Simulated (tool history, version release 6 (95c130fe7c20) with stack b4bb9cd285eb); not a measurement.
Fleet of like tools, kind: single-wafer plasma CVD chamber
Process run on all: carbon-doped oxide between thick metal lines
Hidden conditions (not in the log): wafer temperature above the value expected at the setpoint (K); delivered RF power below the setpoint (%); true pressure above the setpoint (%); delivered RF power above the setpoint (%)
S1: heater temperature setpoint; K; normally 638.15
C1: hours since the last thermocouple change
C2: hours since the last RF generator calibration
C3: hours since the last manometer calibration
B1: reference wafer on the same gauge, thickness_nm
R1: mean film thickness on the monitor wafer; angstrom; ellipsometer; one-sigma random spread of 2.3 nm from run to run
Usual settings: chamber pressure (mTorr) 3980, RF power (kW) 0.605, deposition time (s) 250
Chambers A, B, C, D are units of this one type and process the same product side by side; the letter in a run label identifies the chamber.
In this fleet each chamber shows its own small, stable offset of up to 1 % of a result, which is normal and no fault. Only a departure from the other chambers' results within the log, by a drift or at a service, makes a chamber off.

run 1A hour=8.4 | S1=638.15 chamber_pressure_(mTorr)=3980 RF_power_(kW)=0.605 deposition_time_(s)=250 | C1=809.8 C2=1156.4 C3=202.4 | B1=1471.0 | R1=13236
run 2C hour=15.4 | S1=638.15 chamber_pressure_(mTorr)=3980 RF_power_(kW)=0.605 deposition_time_(s)=250 | C1=2317.3 C2=1447.5 C3=277.0 | B1=1471.1 | R1=13185
run 3B hour=20.2 | S1=638.15 chamber_pressure_(mTorr)=3980 RF_power_(kW)=0.605 deposition_time_(s)=250 | C1=1016.0 C2=691.3 C3=820.5 | B1=1471.3 | R1=13201
run 4D hour=24.5 | S1=638.15 chamber_pressure_(mTorr)=3980 RF_power_(kW)=0.605 deposition_time_(s)=250 | C1=1071.2 C2=1583.0 C3=1474.3 | B1=1471.7 | R1=13251
run 5A hour=29.4 | S1=638.15 chamber_pressure_(mTorr)=3980 RF_power_(kW)=0.605 deposition_time_(s)=250 | C1=830.8 C2=1177.4 C3=223.4 | B1=1472.3 | R1=13256
run 6D hour=38.2 | S1=638.15 chamber_pressure_(mTorr)=3980 RF_power_(kW)=0.605 deposition_time_(s)=250 | C1=1084.9 C2=1596.7 C3=1488.0 | B1=1472.5 | R1=13254
run 7B hour=46.9 | S1=638.15 chamber_pressure_(mTorr)=3980 RF_power_(kW)=0.605 deposition_time_(s)=250 | C1=1042.7 C2=718.0 C3=847.2 | B1=1473.0 | R1=13241
run 8C hour=52.9 | S1=638.15 chamber_pressure_(mTorr)=3980 RF_power_(kW)=0.605 deposition_time_(s)=250 | C1=2354.8 C2=1485.0 C3=314.5 | B1=1473.2 | R1=13200
run 9B hour=57.4 | S1=638.15 chamber_pressure_(mTorr)=3980 RF_power_(kW)=0.605 deposition_time_(s)=250 | C1=1053.2 C2=728.5 C3=857.7 | B1=1474.1 | R1=13304
run 10D hour=65.7 | S1=638.15 chamber_pressure_(mTorr)=3980 RF_power_(kW)=0.605 deposition_time_(s)=250 | C1=1112.4 C2=1624.2 C3=1515.5 | B1=1474.1 | R1=13239
-- hour=67.6 chamber C: RF generator calibrated
run 11A hour=71.6 | S1=638.15 chamber_pressure_(mTorr)=3980 RF_power_(kW)=0.605 deposition_time_(s)=250 | C1=873.0 C2=1219.6 C3=265.6 | B1=1474.6 | R1=13247
-- hour=74.9 chamber B: thermocouple changed; heater temperature recalibrated
run 12C hour=76.0 | S1=638.15 chamber_pressure_(mTorr)=3980 RF_power_(kW)=0.605 deposition_time_(s)=250 | C1=2377.9 C2=8.4 C3=337.6 | B1=1474.8 | R1=13197
run 13A hour=83.5 | S1=638.15 chamber_pressure_(mTorr)=3980 RF_power_(kW)=0.605 deposition_time_(s)=250 | C1=884.9 C2=1231.5 C3=277.5 | B1=1475.1 | R1=13309
run 14B hour=92.3 | S1=638.15 chamber_pressure_(mTorr)=3980 RF_power_(kW)=0.605 deposition_time_(s)=250 | C1=17.5 C2=763.4 C3=892.6 | B1=1476.2 | R1=13289
run 15C hour=98.9 | S1=638.15 chamber_pressure_(mTorr)=3980 RF_power_(kW)=0.605 deposition_time_(s)=250 | C1=2400.8 C2=31.3 C3=360.5 | B1=1476.2 | R1=13238
run 16D hour=107.1 | S1=643.15 chamber_pressure_(mTorr)=3980 RF_power_(kW)=0.605 deposition_time_(s)=250 | C1=1153.8 C2=1665.6 C3=1556.9 | B1=1477.3 | R1=13152
run 17B hour=112.9 | S1=643.15 chamber_pressure_(mTorr)=3980 RF_power_(kW)=0.605 deposition_time_(s)=250 | C1=38.1 C2=784.0 C3=913.2 | B1=1477.5 | R1=13078
run 18A hour=121.8 | S1=643.15 chamber_pressure_(mTorr)=3980 RF_power_(kW)=0.605 deposition_time_(s)=250 | C1=923.2 C2=1269.8 C3=315.8 | B1=1477.9 | R1=13144
run 19D hour=125.9 | S1=643.15 chamber_pressure_(mTorr)=3980 RF_power_(kW)=0.605 deposition_time_(s)=250 | C1=1172.6 C2=1684.4 C3=1575.7 | B1=1479.1 | R1=13151
run 20C hour=132.3 | S1=638.15 chamber_pressure_(mTorr)=3980 RF_power_(kW)=0.605 deposition_time_(s)=250 | C1=2434.2 C2=64.7 C3=393.9 | B1=1478.6 | R1=13223
-- hour=133.3 chamber D: thermocouple changed; heater temperature recalibrated
run 21B hour=138.1 | S1=638.15 chamber_pressure_(mTorr)=3980 RF_power_(kW)=0.605 deposition_time_(s)=250 | C1=63.3 C2=809.2 C3=938.4 | B1=1479.1 | R1=13278
-- hour=143.2 chamber D: RF generator calibrated
run 22A hour=145.3 | S1=638.15 chamber_pressure_(mTorr)=3980 RF_power_(kW)=0.605 deposition_time_(s)=250 | C1=946.7 C2=1293.3 C3=339.3 | B1=1480.1 | R1=13288
run 23C hour=149.8 | S1=638.15 chamber_pressure_(mTorr)=3980 RF_power_(kW)=0.605 deposition_time_(s)=250 | C1=2451.7 C2=82.2 C3=411.4 | B1=1480.7 | R1=13274
run 24D hour=155.8 | S1=638.15 chamber_pressure_(mTorr)=3980 RF_power_(kW)=0.605 deposition_time_(s)=250 | C1=22.6 C2=12.7 C3=1605.6 | B1=1479.7 | R1=13343

All 4 chambers run these settings next. Forecast each chamber's results:
run 25A hour=162.2 | S1=638.15 chamber_pressure_(mTorr)=3980 RF_power_(kW)=0.605 deposition_time_(s)=250 | R1=?
run 25B hour=162.2 | S1=638.15 chamber_pressure_(mTorr)=3980 RF_power_(kW)=0.605 deposition_time_(s)=250 | R1=?
run 25C hour=162.2 | S1=638.15 chamber_pressure_(mTorr)=3980 RF_power_(kW)=0.605 deposition_time_(s)=250 | R1=?
run 25D hour=162.2 | S1=638.15 chamber_pressure_(mTorr)=3980 RF_power_(kW)=0.605 deposition_time_(s)=250 | R1=?

run=25A R1=13285
run=25B R1=13327
run=25C R1=13281
run=25D R1=13331
